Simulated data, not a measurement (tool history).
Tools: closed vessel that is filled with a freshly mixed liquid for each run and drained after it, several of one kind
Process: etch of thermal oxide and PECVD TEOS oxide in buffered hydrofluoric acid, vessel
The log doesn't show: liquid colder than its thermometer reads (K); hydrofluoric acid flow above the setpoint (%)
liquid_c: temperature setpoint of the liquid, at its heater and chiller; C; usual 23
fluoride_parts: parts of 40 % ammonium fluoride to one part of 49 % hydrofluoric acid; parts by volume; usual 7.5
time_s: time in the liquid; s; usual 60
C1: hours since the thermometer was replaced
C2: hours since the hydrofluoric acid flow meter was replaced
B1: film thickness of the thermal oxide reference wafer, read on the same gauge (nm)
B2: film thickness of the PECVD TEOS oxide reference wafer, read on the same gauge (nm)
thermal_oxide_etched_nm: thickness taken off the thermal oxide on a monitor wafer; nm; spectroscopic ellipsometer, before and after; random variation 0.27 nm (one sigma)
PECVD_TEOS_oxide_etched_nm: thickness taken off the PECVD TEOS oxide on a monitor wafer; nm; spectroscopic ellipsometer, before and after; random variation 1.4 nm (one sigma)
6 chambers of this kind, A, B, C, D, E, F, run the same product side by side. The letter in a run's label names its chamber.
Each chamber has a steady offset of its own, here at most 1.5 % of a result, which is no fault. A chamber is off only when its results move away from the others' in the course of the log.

Run 1B, hour 2.4: usual settings; C1 1669.4; C2 56.5; B1 100.020; B2 80.028. Result: thermal_oxide_etched_nm 87.163 nm, PECVD_TEOS_oxide_etched_nm 150.710 nm.
Run 2C, hour 5.7: usual settings; C1 631.5; C2 406.4; B1 100.000; B2 80.050. Result: thermal_oxide_etched_nm 86.930 nm, PECVD_TEOS_oxide_etched_nm 152.830 nm.
Run 3E, hour 8.4: usual settings; C1 2056.9; C2 177.9; B1 99.995; B2 80.053. Result: thermal_oxide_etched_nm 88.429 nm, PECVD_TEOS_oxide_etched_nm 151.780 nm.
Run 4A, hour 12.2: usual settings; C1 438.2; C2 1061.8; B1 100.010; B2 79.985. Result: thermal_oxide_etched_nm 87.535 nm, PECVD_TEOS_oxide_etched_nm 152.210 nm.
Run 5D, hour 15.5: usual settings; C1 143.9; C2 617.9; B1 100.010; B2 79.993. Result: thermal_oxide_etched_nm 87.868 nm, PECVD_TEOS_oxide_etched_nm 151.630 nm.
Run 6F, hour 19.0: usual settings; C1 1185.0; C2 1014.1; B1 99.950; B2 79.942. Result: thermal_oxide_etched_nm 87.815 nm, PECVD_TEOS_oxide_etched_nm 154.020 nm.
Run 7C, hour 23.4: usual settings; C1 649.2; C2 424.1; B1 100.000; B2 79.994. Result: thermal_oxide_etched_nm 86.493 nm, PECVD_TEOS_oxide_etched_nm 150.750 nm.
Run 8F, hour 27.2: usual settings; C1 1193.2; C2 1022.3; B1 99.979; B2 79.987. Result: thermal_oxide_etched_nm 87.974 nm, PECVD_TEOS_oxide_etched_nm 149.790 nm.
Run 9A, hour 29.4: usual settings but fluoride_parts 10.0 parts by volume; C1 455.4; C2 1079.0; B1 99.999; B2 80.059. Result: thermal_oxide_etched_nm 67.518 nm, PECVD_TEOS_oxide_etched_nm 116.470 nm.
At hour 31.3: chamber E: thermometer replaced.
Run 10B, hour 34.2: usual settings but fluoride_parts 10.0 parts by volume; C1 1701.2; C2 88.3; B1 100.010; B2 79.981. Result: thermal_oxide_etched_nm 66.558 nm, PECVD_TEOS_oxide_etched_nm 115.830 nm.
Run 11D, hour 38.5: usual settings but fluoride_parts 10.0 parts by volume; C1 166.9; C2 640.9; B1 100.020; B2 80.026. Result: thermal_oxide_etched_nm 66.558 nm, PECVD_TEOS_oxide_etched_nm 116.290 nm.
Run 12E, hour 43.0: usual settings but fluoride_parts 10.0 parts by volume; C1 11.8; C2 212.5; B1 99.988; B2 79.959. Result: thermal_oxide_etched_nm 67.816 nm, PECVD_TEOS_oxide_etched_nm 115.880 nm.
Run 13D, hour 46.4: usual settings but fluoride_parts 10.0 parts by volume; C1 174.8; C2 648.8; B1 99.954; B2 79.996. Result: thermal_oxide_etched_nm 66.659 nm, PECVD_TEOS_oxide_etched_nm 116.810 nm.
Run 14C, hour 49.0: usual settings but fluoride_parts 10.0 parts by volume; C1 674.8; C2 449.7; B1 100.010; B2 79.966. Result: thermal_oxide_etched_nm 66.181 nm, PECVD_TEOS_oxide_etched_nm 116.600 nm.
Run 15B, hour 53.6: usual settings; C1 1720.6; C2 107.7; B1 100.010; B2 79.995. Result: thermal_oxide_etched_nm 86.752 nm, PECVD_TEOS_oxide_etched_nm 150.750 nm.
Run 16F, hour 56.3: usual settings but liquid_c 25 C, fluoride_parts 9.0 parts by volume; C1 1222.3; C2 1051.4; B1 100.010; B2 80.027. Result: thermal_oxide_etched_nm 80.536 nm, PECVD_TEOS_oxide_etched_nm 137.450 nm.
Run 17A, hour 59.9: usual settings but liquid_c 25 C, fluoride_parts 9.0 parts by volume; C1 485.9; C2 1109.5; B1 100.020; B2 80.011. Result: thermal_oxide_etched_nm 80.982 nm, PECVD_TEOS_oxide_etched_nm 139.130 nm.
Run 18E, hour 63.2: usual settings but liquid_c 25 C, fluoride_parts 9.0 parts by volume; C1 32.0; C2 232.7; B1 99.984; B2 80.015. Result: thermal_oxide_etched_nm 80.725 nm, PECVD_TEOS_oxide_etched_nm 136.630 nm.
Run 19D, hour 65.8: usual settings but liquid_c 25 C, fluoride_parts 9.0 parts by volume; C1 194.2; C2 668.2; B1 99.969; B2 80.031. Result: thermal_oxide_etched_nm 79.960 nm, PECVD_TEOS_oxide_etched_nm 138.470 nm.
Run 20F, hour 70.1: usual settings but liquid_c 25 C, fluoride_parts 9.0 parts by volume; C1 1236.1; C2 1065.2; B1 100.020; B2 80.024. Result: thermal_oxide_etched_nm 80.520 nm, PECVD_TEOS_oxide_etched_nm 138.270 nm.
Run 21B, hour 73.8: usual settings but liquid_c 25 C, fluoride_parts 9.0 parts by volume; C1 1740.8; C2 127.9; B1 100.020; B2 80.015. Result: thermal_oxide_etched_nm 79.471 nm, PECVD_TEOS_oxide_etched_nm 138.500 nm.
Run 22A, hour 77.9: usual settings; C1 503.9; C2 1127.5; B1 99.993; B2 80.020. Result: thermal_oxide_etched_nm 88.228 nm, PECVD_TEOS_oxide_etched_nm 151.740 nm.
Run 23C, hour 80.5: usual settings; C1 706.3; C2 481.2; B1 100.020; B2 79.978. Result: thermal_oxide_etched_nm 86.609 nm, PECVD_TEOS_oxide_etched_nm 152.080 nm.
Run 24E, hour 85.1: usual settings; C1 53.9; C2 254.6; B1 100.000; B2 79.968. Result: thermal_oxide_etched_nm 88.294 nm, PECVD_TEOS_oxide_etched_nm 153.450 nm.
Run 25A, hour 89.8: usual settings but fluoride_parts 9.5 parts by volume, time_s 35 s; C1 515.8; C2 1139.4; B1 99.966; B2 79.994. Result: thermal_oxide_etched_nm 40.977 nm, PECVD_TEOS_oxide_etched_nm 70.787 nm.
Run 26B, hour 93.1: usual settings but fluoride_parts 9.5 parts by volume, time_s 35 s; C1 1760.1; C2 147.2; B1 99.979; B2 80.000. Result: thermal_oxide_etched_nm 40.273 nm, PECVD_TEOS_oxide_etched_nm 69.932 nm.
Run 27E, hour 96.0: usual settings but fluoride_parts 9.5 parts by volume, time_s 35 s; C1 64.8; C2 265.5; B1 99.999; B2 80.009. Result: thermal_oxide_etched_nm 40.765 nm, PECVD_TEOS_oxide_etched_nm 69.329 nm.
Run 28D, hour 100.8: usual settings but fluoride_parts 9.5 parts by volume, time_s 35 s; C1 229.2; C2 703.2; B1 100.010; B2 80.045. Result: thermal_oxide_etched_nm 40.299 nm, PECVD_TEOS_oxide_etched_nm 70.266 nm.
Run 29C, hour 103.7: usual settings but fluoride_parts 9.5 parts by volume, time_s 35 s; C1 729.5; C2 504.4; B1 99.964; B2 79.990. Result: thermal_oxide_etched_nm 40.187 nm, PECVD_TEOS_oxide_etched_nm 70.970 nm.
Run 30F, hour 108.2: usual settings but fluoride_parts 9.5 parts by volume, time_s 35 s; C1 1274.2; C2 1103.3; B1 100.000; B2 79.987. Result: thermal_oxide_etched_nm 40.524 nm, PECVD_TEOS_oxide_etched_nm 70.513 nm.
Run 31D, hour 111.5: usual settings; C1 239.9; C2 713.9; B1 99.971; B2 79.963. Result: thermal_oxide_etched_nm 86.594 nm, PECVD_TEOS_oxide_etched_nm 149.540 nm.
Run 32C, hour 114.9: usual settings; C1 740.7; C2 515.6; B1 100.000; B2 80.007. Result: thermal_oxide_etched_nm 86.908 nm, PECVD_TEOS_oxide_etched_nm 150.300 nm.
Run 33B, hour 118.9: usual settings; C1 1785.9; C2 173.0; B1 100.010; B2 80.004. Result: thermal_oxide_etched_nm 87.245 nm, PECVD_TEOS_oxide_etched_nm 150.300 nm.
Run 34E, hour 121.1: usual settings; C1 89.9; C2 290.6; B1 100.010; B2 79.979. Result: thermal_oxide_etched_nm 88.520 nm, PECVD_TEOS_oxide_etched_nm 151.480 nm.
Run 35F, hour 125.7: usual settings; C1 1291.7; C2 1120.8; B1 99.999; B2 79.991. Result: thermal_oxide_etched_nm 87.517 nm, PECVD_TEOS_oxide_etched_nm 151.390 nm.
Run 36A, hour 128.8: usual settings; C1 554.8; C2 1178.4; B1 100.010; B2 79.977. Result: thermal_oxide_etched_nm 87.545 nm, PECVD_TEOS_oxide_etched_nm 149.240 nm.
Run 37D, hour 131.1: usual settings but time_s 30 s; C1 259.5; C2 733.5; B1 100.040; B2 80.029. Result: thermal_oxide_etched_nm 43.525 nm, PECVD_TEOS_oxide_etched_nm 74.081 nm.
Run 38A, hour 134.8: usual settings but time_s 30 s; C1 560.8; C2 1184.4; B1 100.000; B2 79.997. Result: thermal_oxide_etched_nm 43.729 nm, PECVD_TEOS_oxide_etched_nm 76.310 nm.
Run 39F, hour 138.1: usual settings but time_s 30 s; C1 1304.1; C2 1133.2; B1 100.020; B2 80.010. Result: thermal_oxide_etched_nm 43.782 nm, PECVD_TEOS_oxide_etched_nm 73.987 nm.
Run 40E, hour 140.7: usual settings but time_s 30 s; C1 109.5; C2 310.2; B1 100.030; B2 79.969. Result: thermal_oxide_etched_nm 43.991 nm, PECVD_TEOS_oxide_etched_nm 75.750 nm.
Run 41B, hour 142.9: usual settings but time_s 30 s; C1 1809.9; C2 197.0; B1 100.000; B2 80.017. Result: thermal_oxide_etched_nm 43.284 nm, PECVD_TEOS_oxide_etched_nm 74.606 nm.
Run 42C, hour 145.0: usual settings but time_s 30 s; C1 770.8; C2 545.7; B1 99.985; B2 80.001. Result: thermal_oxide_etched_nm 43.434 nm, PECVD_TEOS_oxide_etched_nm 77.322 nm.
Run 43C, hour 149.7: usual settings; C1 775.5; C2 550.4; B1 99.971; B2 80.008. Result: thermal_oxide_etched_nm 87.014 nm, PECVD_TEOS_oxide_etched_nm 151.070 nm.

Is one chamber off against the others, does the gauge drift, or is nothing wrong? If a chamber is off, say which, and what the likeliest cause is.

No chamber stands off beyond its own small offset, and the gauge holds steady.
